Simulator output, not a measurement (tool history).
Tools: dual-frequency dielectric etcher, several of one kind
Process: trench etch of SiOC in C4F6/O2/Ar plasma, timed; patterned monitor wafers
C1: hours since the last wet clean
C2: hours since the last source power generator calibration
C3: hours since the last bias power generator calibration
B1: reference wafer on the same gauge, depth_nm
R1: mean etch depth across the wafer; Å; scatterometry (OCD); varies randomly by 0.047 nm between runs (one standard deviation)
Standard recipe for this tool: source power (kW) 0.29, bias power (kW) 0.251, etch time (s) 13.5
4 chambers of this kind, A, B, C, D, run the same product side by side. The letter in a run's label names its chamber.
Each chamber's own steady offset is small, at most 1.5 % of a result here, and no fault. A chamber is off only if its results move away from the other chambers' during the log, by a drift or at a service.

{"run": "1B", "day": 0.571, "source power (kW)": 0.29, "bias power (kW)": 0.251, "etch time (s)": 13.5, "C1": 167.9, "C2": 2644.4, "C3": 1848.8, "B1": 29.488, "R1": 272.21}
{"run": "2A", "day": 0.933, "source power (kW)": 0.29, "bias power (kW)": 0.251, "etch time (s)": 13.5, "C1": 324.6, "C2": 4708.9, "C3": 2720, "B1": 29.469, "R1": 276.87}
{"day": 1.208, "done": "chamber A: source power generator calibrated"}
{"day": 1.362, "done": "chamber C: source power generator calibrated"}
{"run": "3C", "day": 1.5, "source power (kW)": 0.29, "bias power (kW)": 0.251, "etch time (s)": 13.5, "C1": 359.5, "C2": 3.4, "C3": 821.7, "B1": 29.481, "R1": 275.6}
{"run": "4D", "day": 1.862, "source power (kW)": 0.29, "bias power (kW)": 0.251, "etch time (s)": 13.5, "C1": 285.5, "C2": 757.8, "C3": 1022.3, "B1": 29.474, "R1": 278.55}
{"run": "5B", "day": 2.333, "source power (kW)": 0.29, "bias power (kW)": 0.251, "etch time (s)": 13.5, "C1": 210.2, "C2": 2686.7, "C3": 1891.1, "B1": 29.473, "R1": 273.11}
{"run": "6D", "day": 2.929, "source power (kW)": 0.29, "bias power (kW)": 0.251, "etch time (s)": 13.5, "C1": 311.1, "C2": 783.4, "C3": 1047.9, "B1": 29.462, "R1": 278.69}
{"run": "7A", "day": 3.496, "source power (kW)": 0.29, "bias power (kW)": 0.251, "etch time (s)": 13.5, "C1": 386.1, "C2": 54.9, "C3": 2781.5, "B1": 29.451, "R1": 276.51}
{"run": "8C", "day": 4.008, "source power (kW)": 0.29, "bias power (kW)": 0.251, "etch time (s)": 13.5, "C1": 419.7, "C2": 63.6, "C3": 881.9, "B1": 29.443, "R1": 276.09}
{"run": "9A", "day": 4.404, "source power (kW)": 0.29, "bias power (kW)": 0.251, "etch time (s)": 13.5, "C1": 407.9, "C2": 76.7, "C3": 2803.3, "B1": 29.431, "R1": 275.98}
{"day": 4.425, "done": "chamber C: wet clean of the chamber"}
{"run": "10B", "day": 4.779, "source power (kW)": 0.29, "bias power (kW)": 0.251, "etch time (s)": 16.5, "C1": 268.9, "C2": 2745.4, "C3": 1949.8, "B1": 29.437, "R1": 332.89}
{"run": "11C", "day": 5.254, "source power (kW)": 0.29, "bias power (kW)": 0.251, "etch time (s)": 16.5, "C1": 20, "C2": 93.5, "C3": 911.8, "B1": 29.413, "R1": 337.05}
{"run": "12D", "day": 5.817, "source power (kW)": 0.29, "bias power (kW)": 0.251, "etch time (s)": 16.5, "C1": 380.4, "C2": 852.7, "C3": 1117.2, "B1": 29.402, "R1": 340.72}
{"run": "13B", "day": 6.221, "source power (kW)": 0.29, "bias power (kW)": 0.251, "etch time (s)": 16.5, "C1": 303.5, "C2": 2780, "C3": 1984.4, "B1": 29.405, "R1": 332.64}
{"run": "14A", "day": 6.738, "source power (kW)": 0.29, "bias power (kW)": 0.251, "etch time (s)": 13.5, "C1": 463.9, "C2": 132.7, "C3": 2859.3, "B1": 29.398, "R1": 275.47}
{"run": "15D", "day": 7.112, "source power (kW)": 0.29, "bias power (kW)": 0.251, "etch time (s)": 13.5, "C1": 411.5, "C2": 883.8, "C3": 1148.3, "B1": 29.389, "R1": 278.43}
{"run": "16C", "day": 7.55, "source power (kW)": 0.29, "bias power (kW)": 0.251, "etch time (s)": 13.5, "C1": 75.1, "C2": 148.6, "C3": 966.9, "B1": 29.39, "R1": 275.12}
{"run": "17A", "day": 8.112, "source power (kW)": 0.29, "bias power (kW)": 0.251, "etch time (s)": 13.5, "C1": 496.9, "C2": 165.7, "C3": 2892.3, "B1": 29.38, "R1": 275.16}
{"run": "18C", "day": 8.396, "source power (kW)": 0.29, "bias power (kW)": 0.251, "etch time (s)": 13.5, "C1": 95.4, "C2": 168.9, "C3": 987.2, "B1": 29.371, "R1": 275.21}
{"run": "19D", "day": 8.8, "source power (kW)": 0.29, "bias power (kW)": 0.251, "etch time (s)": 13.5, "C1": 452, "C2": 924.3, "C3": 1188.8, "B1": 29.37, "R1": 277.56}
{"day": 8.979, "done": "chamber D: wet clean of the chamber"}
{"run": "20B", "day": 9.312, "source power (kW)": 0.29, "bias power (kW)": 0.251, "etch time (s)": 13.5, "C1": 377.7, "C2": 2854.2, "C3": 2058.6, "B1": 29.364, "R1": 270.85}
{"run": "21C", "day": 9.858, "source power (kW)": 0.29, "bias power (kW)": 0.251, "etch time (s)": 13.5, "C1": 130.5, "C2": 204, "C3": 1022.3, "B1": 29.347, "R1": 274.7}
{"run": "22D", "day": 10.379, "source power (kW)": 0.29, "bias power (kW)": 0.251, "etch time (s)": 13.5, "C1": 33.6, "C2": 962.2, "C3": 1226.7, "B1": 29.348, "R1": 277.27}
{"run": "23B", "day": 10.779, "source power (kW)": 0.29, "bias power (kW)": 0.251, "etch time (s)": 13.5, "C1": 412.9, "C2": 2889.4, "C3": 2093.8, "B1": 29.344, "R1": 271.84}
{"run": "24A", "day": 11.296, "source power (kW)": 0.29, "bias power (kW)": 0.251, "etch time (s)": 13.5, "C1": 573.3, "C2": 242.1, "C3": 2968.7, "B1": 29.345, "R1": 275.59}
{"run": "25B", "day": 11.775, "source power (kW)": 0.29, "bias power (kW)": 0.251, "etch time (s)": 13.5, "C1": 436.8, "C2": 2913.3, "C3": 2117.7, "B1": 29.325, "R1": 270.36}
{"run": "26C", "day": 12.146, "source power (kW)": 0.29, "bias power (kW)": 0.251, "etch time (s)": 13.5, "C1": 185.4, "C2": 258.9, "C3": 1077.2, "B1": 29.324, "R1": 274.39}
{"run": "27D", "day": 12.55, "source power (kW)": 0.29, "bias power (kW)": 0.251, "etch time (s)": 13.5, "C1": 85.7, "C2": 1014.3, "C3": 1278.8, "B1": 29.316, "R1": 276.44}
{"run": "28A", "day": 12.838, "source power (kW)": 0.29, "bias power (kW)": 0.251, "etch time (s)": 13.5, "C1": 610.3, "C2": 279.1, "C3": 3005.7, "B1": 29.319, "R1": 276}
{"run": "29C", "day": 13.325, "source power (kW)": 0.29, "bias power (kW)": 0.251, "etch time (s)": 13.5, "C1": 213.7, "C2": 287.2, "C3": 1105.5, "B1": 29.302, "R1": 274.19}
{"day": 13.821, "done": "chamber B: wet clean of the chamber"}
{"run": "30B", "day": 13.854, "source power (kW)": 0.29, "bias power (kW)": 0.251, "etch time (s)": 13.5, "C1": 0.9, "C2": 2963.2, "C3": 2167.6, "B1": 29.297, "R1": 270.95}

The same settings go to every chamber for the next run, one line per chamber below. Forecast the results for each:
{"run": "31A", "day": 14.317, "source power (kW)": 0.36, "bias power (kW)": 0.251, "etch time (s)": 13.5, "R1": "?"}
{"run": "31B", "day": 14.317, "source power (kW)": 0.36, "bias power (kW)": 0.251, "etch time (s)": 13.5, "R1": "?"}
{"run": "31C", "day": 14.317, "source power (kW)": 0.36, "bias power (kW)": 0.251, "etch time (s)": 13.5, "R1": "?"}
{"run": "31D", "day": 14.317, "source power (kW)": 0.36, "bias power (kW)": 0.251, "etch time (s)": 13.5, "R1": "?"}

run=31A R1=298.27
run=31B R1=293.66
run=31C R1=297.51
run=31D R1=300.99

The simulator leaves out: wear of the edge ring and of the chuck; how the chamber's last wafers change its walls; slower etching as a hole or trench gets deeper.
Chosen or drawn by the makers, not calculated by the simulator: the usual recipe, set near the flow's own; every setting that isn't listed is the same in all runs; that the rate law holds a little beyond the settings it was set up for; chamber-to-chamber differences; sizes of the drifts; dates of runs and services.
